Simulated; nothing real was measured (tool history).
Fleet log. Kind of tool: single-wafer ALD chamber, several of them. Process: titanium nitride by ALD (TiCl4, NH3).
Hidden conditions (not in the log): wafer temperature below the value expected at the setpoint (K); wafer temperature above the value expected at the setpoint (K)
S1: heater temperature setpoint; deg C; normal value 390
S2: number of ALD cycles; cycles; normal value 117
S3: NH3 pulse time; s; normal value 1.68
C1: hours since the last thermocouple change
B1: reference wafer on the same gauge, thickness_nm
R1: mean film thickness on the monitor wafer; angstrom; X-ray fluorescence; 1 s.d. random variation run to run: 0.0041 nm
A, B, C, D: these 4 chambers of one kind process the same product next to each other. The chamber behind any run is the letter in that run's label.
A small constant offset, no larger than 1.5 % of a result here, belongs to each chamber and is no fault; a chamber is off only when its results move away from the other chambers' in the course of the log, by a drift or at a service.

{"run": "1A", "hour": 4.2, "S1": 390, "S2": 117, "S3": 1.68, "C1": 361.8, "B1": 2.1188, "R1": 24.992}
{"run": "2D", "hour": 8.3, "S1": 390, "S2": 117, "S3": 1.68, "C1": 142.7, "B1": 2.119, "R1": 25.404}
{"run": "3C", "hour": 13.3, "S1": 390, "S2": 117, "S3": 1.68, "C1": 1008.2, "B1": 2.1189, "R1": 25.345}
{"run": "4B", "hour": 18.9, "S1": 390, "S2": 117, "S3": 1.68, "C1": 1709.8, "B1": 2.1179, "R1": 25.304}
{"run": "5A", "hour": 22.2, "S1": 390, "S2": 117, "S3": 1.68, "C1": 379.8, "B1": 2.1182, "R1": 24.991}
{"run": "6D", "hour": 28.4, "S1": 390, "S2": 117, "S3": 1.68, "C1": 162.8, "B1": 2.1172, "R1": 25.497}
{"run": "7C", "hour": 35.3, "S1": 390, "S2": 117, "S3": 1.68, "C1": 1030.2, "B1": 2.1159, "R1": 25.353}
{"run": "8B", "hour": 40.4, "S1": 400, "S2": 117, "S3": 1.68, "C1": 1731.3, "B1": 2.115, "R1": 25.56}
{"run": "9D", "hour": 44.6, "S1": 400, "S2": 117, "S3": 1.68, "C1": 179, "B1": 2.1147, "R1": 25.647}
{"run": "10B", "hour": 48.8, "S1": 400, "S2": 117, "S3": 1.68, "C1": 1739.7, "B1": 2.1147, "R1": 25.445}
{"run": "11A", "hour": 54.5, "S1": 400, "S2": 117, "S3": 1.68, "C1": 412.1, "B1": 2.115, "R1": 25.295}
{"run": "12C", "hour": 58.8, "S1": 390, "S2": 117, "S3": 1.68, "C1": 1053.7, "B1": 2.1134, "R1": 25.327}
{"run": "13D", "hour": 62.8, "S1": 398, "S2": 117, "S3": 1.29, "C1": 197.2, "B1": 2.1134, "R1": 25.277}
{"run": "14B", "hour": 69.3, "S1": 398, "S2": 117, "S3": 1.29, "C1": 1760.2, "B1": 2.1121, "R1": 25.091}
{"run": "15C", "hour": 76.5, "S1": 398, "S2": 117, "S3": 1.29, "C1": 1071.4, "B1": 2.1118, "R1": 25.195}
{"run": "16A", "hour": 80.6, "S1": 398, "S2": 117, "S3": 1.29, "C1": 438.2, "B1": 2.1109, "R1": 24.8}
{"run": "17B", "hour": 84.2, "S1": 390, "S2": 117, "S3": 1.68, "C1": 1775.1, "B1": 2.1108, "R1": 25.1}
{"run": "18C", "hour": 88.2, "S1": 390, "S2": 117, "S3": 1.68, "C1": 1083.1, "B1": 2.1105, "R1": 25.279}
{"run": "19D", "hour": 91.8, "S1": 390, "S2": 117, "S3": 1.68, "C1": 226.2, "B1": 2.1104, "R1": 25.389}
{"run": "20A", "hour": 96.1, "S1": 390, "S2": 117, "S3": 1.68, "C1": 453.7, "B1": 2.1098, "R1": 24.909}
{"run": "21B", "hour": 101.1, "S1": 390, "S2": 97, "S3": 1.68, "C1": 1792, "B1": 2.1081, "R1": 20.904}
{"run": "22A", "hour": 106.7, "S1": 390, "S2": 97, "S3": 1.68, "C1": 464.3, "B1": 2.1094, "R1": 20.653}
{"run": "23D", "hour": 113.4, "S1": 390, "S2": 97, "S3": 1.68, "C1": 247.8, "B1": 2.1077, "R1": 21.005}
{"run": "24C", "hour": 120.7, "S1": 390, "S2": 97, "S3": 1.68, "C1": 1115.6, "B1": 2.1069, "R1": 20.882}
{"run": "25A", "hour": 127.3, "S1": 390, "S2": 117, "S3": 1.68, "C1": 484.9, "B1": 2.1053, "R1": 24.888}

Is one chamber off against the others, does the gauge drift, or is nothing wrong? If a chamber is off, say which, and what the likeliest cause is.

It is the gauge, not a chamber: its drift shows up in every chamber's results at once, and no chamber is off.
What lies behind it: gauge reads low (%) = 0.68.
